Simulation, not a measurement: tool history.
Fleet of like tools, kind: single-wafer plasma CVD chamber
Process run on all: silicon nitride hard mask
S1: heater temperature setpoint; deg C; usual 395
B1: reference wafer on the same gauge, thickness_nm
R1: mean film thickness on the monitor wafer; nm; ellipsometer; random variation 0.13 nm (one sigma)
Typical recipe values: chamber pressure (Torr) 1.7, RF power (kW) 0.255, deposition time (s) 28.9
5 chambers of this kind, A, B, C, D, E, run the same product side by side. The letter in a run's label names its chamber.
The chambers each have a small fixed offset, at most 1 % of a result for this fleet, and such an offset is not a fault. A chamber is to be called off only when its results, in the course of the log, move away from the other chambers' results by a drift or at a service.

{"run": "1E", "day": 0.446, "S1": 395, "chamber pressure (Torr)": 1.7, "RF power (kW)": 0.255, "deposition time (s)": 28.9, "B1": 33.614, "R1": 30.522}
{"run": "2A", "day": 0.725, "S1": 395, "chamber pressure (Torr)": 1.7, "RF power (kW)": 0.255, "deposition time (s)": 28.9, "B1": 33.546, "R1": 30.168}
{"run": "3D", "day": 1.033, "S1": 395, "chamber pressure (Torr)": 1.7, "RF power (kW)": 0.255, "deposition time (s)": 28.9, "B1": 33.599, "R1": 30.349}
{"run": "4C", "day": 1.233, "S1": 395, "chamber pressure (Torr)": 1.7, "RF power (kW)": 0.255, "deposition time (s)": 28.9, "B1": 33.568, "R1": 30.557}
{"run": "5B", "day": 1.554, "S1": 395, "chamber pressure (Torr)": 1.7, "RF power (kW)": 0.255, "deposition time (s)": 28.9, "B1": 33.601, "R1": 30.199}
{"run": "6A", "day": 1.821, "S1": 395, "chamber pressure (Torr)": 1.7, "RF power (kW)": 0.255, "deposition time (s)": 28.9, "B1": 33.538, "R1": 30.3}
{"run": "7C", "day": 2.038, "S1": 395, "chamber pressure (Torr)": 1.7, "RF power (kW)": 0.255, "deposition time (s)": 28.9, "B1": 33.581, "R1": 30.471}
{"run": "8D", "day": 2.271, "S1": 395, "chamber pressure (Torr)": 1.7, "RF power (kW)": 0.255, "deposition time (s)": 28.9, "B1": 33.571, "R1": 30.414}
{"run": "9E", "day": 2.675, "S1": 395, "chamber pressure (Torr)": 1.7, "RF power (kW)": 0.255, "deposition time (s)": 28.9, "B1": 33.589, "R1": 30.501}
{"run": "10B", "day": 3.038, "S1": 395, "chamber pressure (Torr)": 1.7, "RF power (kW)": 0.255, "deposition time (s)": 28.9, "B1": 33.62, "R1": 29.931}
{"run": "11E", "day": 3.408, "S1": 395, "chamber pressure (Torr)": 1.7, "RF power (kW)": 0.255, "deposition time (s)": 28.9, "B1": 33.586, "R1": 30.734}
{"run": "12B", "day": 3.658, "S1": 395, "chamber pressure (Torr)": 1.7, "RF power (kW)": 0.255, "deposition time (s)": 28.9, "B1": 33.626, "R1": 29.684}
{"run": "13C", "day": 3.925, "S1": 395, "chamber pressure (Torr)": 1.7, "RF power (kW)": 0.255, "deposition time (s)": 28.9, "B1": 33.593, "R1": 30.522}
{"run": "14D", "day": 4.162, "S1": 395, "chamber pressure (Torr)": 1.7, "RF power (kW)": 0.255, "deposition time (s)": 28.9, "B1": 33.56, "R1": 30.401}
{"day": 4.279, "done": "chamber C: RF generator calibrated"}
{"run": "15A", "day": 4.362, "S1": 395, "chamber pressure (Torr)": 1.7, "RF power (kW)": 0.255, "deposition time (s)": 28.9, "B1": 33.563, "R1": 30.316}
{"run": "16A", "day": 4.642, "S1": 395, "chamber pressure (Torr)": 1.7, "RF power (kW)": 0.23, "deposition time (s)": 32.6, "B1": 33.635, "R1": 31.721}
{"run": "17B", "day": 4.921, "S1": 395, "chamber pressure (Torr)": 1.7, "RF power (kW)": 0.23, "deposition time (s)": 32.6, "B1": 33.581, "R1": 30.848}
{"run": "18E", "day": 5.208, "S1": 395, "chamber pressure (Torr)": 1.7, "RF power (kW)": 0.23, "deposition time (s)": 32.6, "B1": 33.593, "R1": 31.921}
{"run": "19C", "day": 5.658, "S1": 395, "chamber pressure (Torr)": 1.7, "RF power (kW)": 0.23, "deposition time (s)": 32.6, "B1": 33.57, "R1": 32.051}
{"run": "20D", "day": 5.95, "S1": 395, "chamber pressure (Torr)": 1.7, "RF power (kW)": 0.23, "deposition time (s)": 32.6, "B1": 33.591, "R1": 31.787}
{"run": "21C", "day": 6.388, "S1": 395, "chamber pressure (Torr)": 1.7, "RF power (kW)": 0.255, "deposition time (s)": 28.9, "B1": 33.634, "R1": 30.548}
{"run": "22A", "day": 6.704, "S1": 395, "chamber pressure (Torr)": 1.7, "RF power (kW)": 0.255, "deposition time (s)": 28.9, "B1": 33.597, "R1": 30.162}
{"run": "23D", "day": 7.083, "S1": 395, "chamber pressure (Torr)": 1.7, "RF power (kW)": 0.255, "deposition time (s)": 28.9, "B1": 33.588, "R1": 30.381}
{"run": "24B", "day": 7.512, "S1": 395, "chamber pressure (Torr)": 1.7, "RF power (kW)": 0.255, "deposition time (s)": 28.9, "B1": 33.579, "R1": 29.185}
{"run": "25E", "day": 7.854, "S1": 395, "chamber pressure (Torr)": 1.7, "RF power (kW)": 0.255, "deposition time (s)": 28.9, "B1": 33.611, "R1": 30.552}
{"run": "26E", "day": 8.175, "S1": 395, "chamber pressure (Torr)": 1.7, "RF power (kW)": 0.255, "deposition time (s)": 28.9, "B1": 33.591, "R1": 30.844}
{"run": "27D", "day": 8.408, "S1": 395, "chamber pressure (Torr)": 1.7, "RF power (kW)": 0.255, "deposition time (s)": 28.9, "B1": 33.583, "R1": 30.504}
{"run": "28C", "day": 8.725, "S1": 395, "chamber pressure (Torr)": 1.7, "RF power (kW)": 0.255, "deposition time (s)": 28.9, "B1": 33.598, "R1": 30.692}
{"run": "29A", "day": 9.15, "S1": 395, "chamber pressure (Torr)": 1.7, "RF power (kW)": 0.255, "deposition time (s)": 28.9, "B1": 33.619, "R1": 30.137}
{"run": "30B", "day": 9.538, "S1": 395, "chamber pressure (Torr)": 1.7, "RF power (kW)": 0.255, "deposition time (s)": 28.9, "B1": 33.616, "R1": 28.863}
{"run": "31C", "day": 9.817, "S1": 395, "chamber pressure (Torr)": 1.7, "RF power (kW)": 0.255, "deposition time (s)": 28.9, "B1": 33.606, "R1": 30.662}
{"run": "32E", "day": 10.017, "S1": 395, "chamber pressure (Torr)": 1.7, "RF power (kW)": 0.255, "deposition time (s)": 28.9, "B1": 33.641, "R1": 30.436}

What goes on in this fleet: one chamber off, a drifting gauge, or nothing beyond the chambers' own small offsets? Name the chamber and the cause, if any.

It is chamber B that slowly wanders off from its peers.
What lies behind it: delivered RF power below the setpoint (%) = 7.33.

Chamber B could run next with any of the 4 candidate recipes listed below; each alters the usual settings, and their results appear as question marks. Which one brings its results back in line with what the other chambers deliver on the usual settings?
In-line tolerance around the mean of the other chambers on the usual settings: R1 0.460 nm
{"run": "33B-1", "day": 10.342, "S1": 395, "chamber pressure (Torr)": 1.7, "RF power (kW)": 0.255, "deposition time (s)": 28.3, "R1": "?"}
{"run": "33B-2", "day": 10.342, "S1": 395, "chamber pressure (Torr)": 1.7, "RF power (kW)": 0.235, "deposition time (s)": 28.9, "R1": "?"}
{"run": "33B-3", "day": 10.342, "S1": 395, "chamber pressure (Torr)": 1.71, "RF power (kW)": 0.255, "deposition time (s)": 29.5, "R1": "?"}
{"run": "33B-4", "day": 10.342, "S1": 395, "chamber pressure (Torr)": 1.7, "RF power (kW)": 0.255, "deposition time (s)": 30.6, "R1": "?"}

The other chambers' mean on the usual settings: R1 30.404 nm
run=33B-1 R1=28.062
run=33B-2 R1=26.985
run=33B-3 R1=29.298
run=33B-4 R1=30.337
Change 33B-4 lands the chamber within the allowed miss of the other chambers.
